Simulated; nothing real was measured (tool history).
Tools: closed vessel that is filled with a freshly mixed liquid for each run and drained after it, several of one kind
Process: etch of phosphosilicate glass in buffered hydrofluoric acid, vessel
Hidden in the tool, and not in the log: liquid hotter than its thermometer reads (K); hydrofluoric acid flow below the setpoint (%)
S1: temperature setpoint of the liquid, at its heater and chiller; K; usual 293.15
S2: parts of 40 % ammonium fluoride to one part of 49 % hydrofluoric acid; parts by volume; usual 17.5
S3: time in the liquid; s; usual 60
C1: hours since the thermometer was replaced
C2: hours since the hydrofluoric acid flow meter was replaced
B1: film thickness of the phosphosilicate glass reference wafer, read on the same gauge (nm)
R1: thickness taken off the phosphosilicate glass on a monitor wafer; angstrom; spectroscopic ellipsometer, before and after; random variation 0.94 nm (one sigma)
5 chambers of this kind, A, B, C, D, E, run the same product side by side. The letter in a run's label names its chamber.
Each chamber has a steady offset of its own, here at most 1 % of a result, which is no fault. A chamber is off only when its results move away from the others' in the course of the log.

run 1A hour=12.5 | S1=293.15 S2=17.5 S3=60 | C1=437.7 C2=818.7 | B1=49.999 | R1=2324.1
run 2B hour=25.6 | S1=293.15 S2=17.5 S3=60 | C1=1345.1 C2=344.5 | B1=50.007 | R1=2291.9
run 3E hour=33.3 | S1=293.15 S2=17.5 S3=60 | C1=822.9 C2=72.1 | B1=49.994 | R1=2320.5
run 4D hour=45.0 | S1=293.15 S2=17.5 S3=60 | C1=69.1 C2=739.0 | B1=49.999 | R1=2323.8
-- hour=45.3 chamber C: thermometer replaced
run 5C hour=61.1 | S1=293.15 S2=17.5 S3=60 | C1=15.9 C2=905.4 | B1=49.982 | R1=2296.8
run 6A hour=75.9 | S1=293.15 S2=17.5 S3=60 | C1=501.1 C2=882.1 | B1=49.995 | R1=2325.3
run 7C hour=88.6 | S1=293.15 S2=17.5 S3=60 | C1=43.4 C2=932.9 | B1=50.005 | R1=2289.6
run 8B hour=102.3 | S1=296.65 S2=17.5 S3=60 | C1=1421.8 C2=421.2 | B1=50.029 | R1=2797.4
run 9E hour=116.3 | S1=296.65 S2=17.5 S3=60 | C1=905.9 C2=155.1 | B1=49.998 | R1=2805.3
run 10D hour=130.4 | S1=296.65 S2=17.5 S3=60 | C1=154.5 C2=824.4 | B1=49.993 | R1=2829.6
run 11E hour=140.6 | S1=296.65 S2=17.5 S3=60 | C1=930.2 C2=179.4 | B1=50.035 | R1=2812.4
run 12A hour=153.7 | S1=296.65 S2=17.5 S3=60 | C1=578.9 C2=959.9 | B1=49.966 | R1=2825.7
run 13C hour=168.6 | S1=293.15 S2=17.5 S3=60 | C1=123.4 C2=1012.9 | B1=49.981 | R1=2286.8
run 14B hour=177.4 | S1=293.15 S2=17.5 S3=60 | C1=1496.9 C2=496.3 | B1=50.012 | R1=2271.3
-- hour=188.7 chamber E: thermometer replaced
run 15D hour=189.7 | S1=293.15 S2=17.5 S3=60 | C1=213.8 C2=883.7 | B1=50.033 | R1=2321.0
run 16D hour=201.7 | S1=293.15 S2=17.5 S3=60 | C1=225.8 C2=895.7 | B1=50.004 | R1=2315.8
run 17E hour=217.9 | S1=293.15 S2=17.5 S3=60 | C1=29.3 C2=256.7 | B1=50.011 | R1=2282.5
run 18C hour=228.3 | S1=293.15 S2=17.5 S3=60 | C1=183.1 C2=1072.6 | B1=50.018 | R1=2297.5
run 19A hour=244.3 | S1=293.15 S2=17.5 S3=60 | C1=669.5 C2=1050.5 | B1=49.994 | R1=2313.3
run 20B hour=252.2 | S1=293.15 S2=17.5 S3=60 | C1=1571.7 C2=571.1 | B1=49.994 | R1=2290.8
-- hour=257.2 chamber A: hydrofluoric acid flow meter replaced
run 21A hour=259.4 | S1=293.15 S2=17.5 S3=60 | C1=684.6 C2=2.3 | B1=50.002 | R1=2325.8
run 22E hour=271.7 | S1=293.15 S2=17.5 S3=60 | C1=83.1 C2=310.5 | B1=50.010 | R1=2316.7
run 23B hour=280.1 | S1=293.15 S2=17.5 S3=60 | C1=1599.6 C2=599.0 | B1=50.015 | R1=2293.1
run 24C hour=292.8 | S1=293.15 S2=17.5 S3=60 | C1=247.6 C2=1137.1 | B1=50.001 | R1=2289.0
run 25D hour=306.6 | S1=293.15 S2=21.0 S3=60 | C1=330.7 C2=1000.6 | B1=49.997 | R1=1961.2
-- hour=309.7 chamber B: thermometer replaced
run 26B hour=315.5 | S1=293.15 S2=21.0 S3=60 | C1=5.8 C2=634.4 | B1=50.021 | R1=1947.0
run 27D hour=326.3 | S1=293.15 S2=21.0 S3=60 | C1=350.4 C2=1020.3 | B1=50.008 | R1=1973.2
run 28C hour=342.8 | S1=293.15 S2=21.0 S3=60 | C1=297.6 C2=1187.1 | B1=50.010 | R1=1960.2
-- hour=350.8 chamber B: hydrofluoric acid flow meter replaced
run 29A hour=358.3 | S1=293.15 S2=21.0 S3=60 | C1=783.5 C2=101.2 | B1=50.010 | R1=1970.2
run 30E hour=369.3 | S1=290.15 S2=17.5 S3=60 | C1=180.7 C2=408.1 | B1=49.986 | R1=1960.1
run 31A hour=381.2 | S1=290.15 S2=17.5 S3=60 | C1=806.4 C2=124.1 | B1=49.992 | R1=1960.1
run 32C hour=389.4 | S1=290.15 S2=17.5 S3=60 | C1=344.2 C2=1233.7 | B1=49.969 | R1=1935.0
run 33B hour=401.5 | S1=290.15 S2=17.5 S3=60 | C1=91.8 C2=50.7 | B1=49.974 | R1=1932.5
run 34D hour=409.5 | S1=290.15 S2=17.5 S3=60 | C1=433.6 C2=1103.5 | B1=49.984 | R1=1957.8
run 35E hour=418.9 | S1=293.15 S2=17.5 S3=60 | C1=230.3 C2=457.7 | B1=49.976 | R1=2321.0
run 36D hour=427.1 | S1=293.15 S2=17.5 S3=60 | C1=451.2 C2=1121.1 | B1=49.990 | R1=2323.7

What goes on in this fleet: one chamber off, a drifting gauge, or nothing beyond the chambers' own small offsets? Name the chamber and the cause, if any.

No chamber stands off beyond its own small offset, and the gauge holds steady.
